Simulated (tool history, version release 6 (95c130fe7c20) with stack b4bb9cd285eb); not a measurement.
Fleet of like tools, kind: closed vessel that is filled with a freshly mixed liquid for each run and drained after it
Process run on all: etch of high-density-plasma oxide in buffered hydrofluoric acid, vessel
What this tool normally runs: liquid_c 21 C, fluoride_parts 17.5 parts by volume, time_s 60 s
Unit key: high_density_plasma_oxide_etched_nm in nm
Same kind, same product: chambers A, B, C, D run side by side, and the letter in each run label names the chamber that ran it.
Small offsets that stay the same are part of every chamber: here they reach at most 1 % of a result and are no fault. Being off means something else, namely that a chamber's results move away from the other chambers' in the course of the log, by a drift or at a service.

| run | day | liquid_c | fluoride_parts | time_s | hours since the thermometer was replaced | hours since the hydrofluoric acid flow meter was replaced | read-back film thickness of the high-density-plasma oxide reference wafer, read on the same gauge (nm) | high_density_plasma_oxide_etched_nm |
|---|---|---|---|---|---|---|---|---|
| 1B | 0.333 | 21 | 17.5 | 60 | 1554.2 | 1002.9 | 139.99 | 46.785 |
| 2C | 0.754 | 21 | 17.5 | 60 | 58.1 | 175.6 | 140 | 46.501 |
| 3A | 1.258 | 21 | 17.5 | 60 | 172.2 | 809.1 | 140.01 | 46.571 |
| 4D | 1.758 | 21 | 17.5 | 60 | 2511.5 | 1865.2 | 139.97 | 46.726 |
| 5B | 2.279 | 21 | 17.5 | 60 | 1600.9 | 1049.6 | 140 | 46.383 |
| 6A | 2.788 | 21 | 17.5 | 60 | 208.9 | 845.8 | 139.99 | 46.117 |
|  | 3.108 | chamber D: hydrofluoric acid flow meter replaced |
| 7C | 3.275 | 21 | 17.5 | 60 | 118.6 | 236.1 | 140.02 | 46.373 |
| 8D | 3.712 | 21 | 17.5 | 60 | 2558.4 | 14.6 | 139.99 | 46.853 |
| 9A | 4.175 | 21 | 17.5 | 60 | 242.2 | 879.1 | 140.02 | 46.358 |
| 10C | 4.542 | 21 | 17.5 | 60 | 149 | 266.5 | 140.03 | 45.948 |
| 11B | 4.854 | 21 | 17.5 | 60 | 1662.7 | 1111.4 | 140 | 46.524 |
| 12D | 5.354 | 21 | 17.5 | 45 | 2597.8 | 54 | 139.98 | 34.913 |
| 13A | 5.788 | 21 | 17.5 | 45 | 280.9 | 917.8 | 139.98 | 34.954 |
| 14C | 6.396 | 21 | 17.5 | 45 | 193.5 | 311 | 139.99 | 34.76 |
| 15B | 6.992 | 21 | 17.5 | 45 | 1714 | 1162.7 | 139.99 | 35.015 |
| 16D | 7.45 | 21 | 17.5 | 35 | 2648.1 | 104.3 | 139.98 | 27.249 |
| 17A | 7.754 | 21 | 17.5 | 35 | 328.1 | 965 | 140 | 27.723 |
| 18B | 8.079 | 21 | 17.5 | 35 | 1740.1 | 1188.8 | 140.02 | 27.402 |
| 19C | 8.617 | 21 | 17.5 | 35 | 246.8 | 364.3 | 140 | 27.13 |
| 20D | 9.092 | 21 | 17.5 | 60 | 2687.5 | 143.7 | 139.98 | 46.877 |
| 21B | 9.638 | 21 | 17.5 | 60 | 1777.5 | 1226.2 | 140.01 | 46.554 |
| 22D | 9.958 | 21 | 17.5 | 70 | 2708.3 | 164.5 | 140.03 | 54.65 |
| 23C | 10.338 | 21 | 17.5 | 70 | 288.1 | 405.6 | 139.99 | 54.067 |
| 24A | 10.862 | 21 | 17.5 | 70 | 402.7 | 1039.6 | 140 | 55.907 |
| 25B | 11.196 | 21 | 17.5 | 70 | 1814.9 | 1263.6 | 140 | 54.214 |
| 26A | 11.629 | 21 | 17.5 | 60 | 421.1 | 1058 | 140 | 48.168 |
| 27D | 11.95 | 21 | 17.5 | 60 | 2756.1 | 212.3 | 139.99 | 46.669 |
|  | 12.258 | chamber D: thermometer replaced |
| 28C | 12.333 | 21 | 17.5 | 35 | 336 | 453.5 | 140.02 | 27.046 |
| 29A | 12.717 | 21 | 17.5 | 35 | 447.2 | 1084.1 | 140 | 27.98 |
| 30D | 13.117 | 21 | 17.5 | 35 | 20.6 | 240.3 | 140.03 | 27.276 |
| 31C | 13.408 | 21 | 17.5 | 35 | 361.8 | 479.3 | 139.99 | 27.05 |
| 32B | 13.696 | 21 | 17.5 | 60 | 1874.9 | 1323.6 | 139.99 | 46.388 |
| 33B | 14.225 | 21 | 17.5 | 60 | 1887.6 | 1336.3 | 139.96 | 46.744 |
| 34A | 14.512 | 21 | 17.5 | 60 | 490.3 | 1127.2 | 139.98 | 48.511 |
| 35D | 15.05 | 21 | 17.5 | 60 | 67 | 286.7 | 140.01 | 46.606 |
| 36C | 15.329 | 21 | 17.5 | 60 | 407.9 | 525.4 | 140 | 46.411 |
| 37B | 15.733 | 21 | 17.5 | 60 | 1923.8 | 1372.5 | 140.02 | 46.872 |
| 38D | 16.354 | 21 | 17.5 | 60 | 98.3 | 318 | 140 | 46.475 |
| 39A | 16.883 | 21 | 17.5 | 60 | 547.2 | 1184.1 | 140.01 | 49.09 |
| 40C | 17.492 | 21 | 17.5 | 60 | 459.8 | 577.3 | 139.99 | 46.189 |

For the next run the whole fleet of 4 chambers uses the same settings. Give each chamber's results:
| 41A | 17.942 | 21 | 17.5 | 60 |  |  |  | ? |
| 41B | 17.942 | 21 | 17.5 | 60 |  |  |  | ? |
| 41C | 17.942 | 21 | 17.5 | 60 |  |  |  | ? |
| 41D | 17.942 | 21 | 17.5 | 60 |  |  |  | ? |

| run | high_density_plasma_oxide_etched_nm |
|---|---|
| 41A | 49.458 |
| 41B | 46.604 |
| 41C | 45.848 |
| 41D | 46.738 |
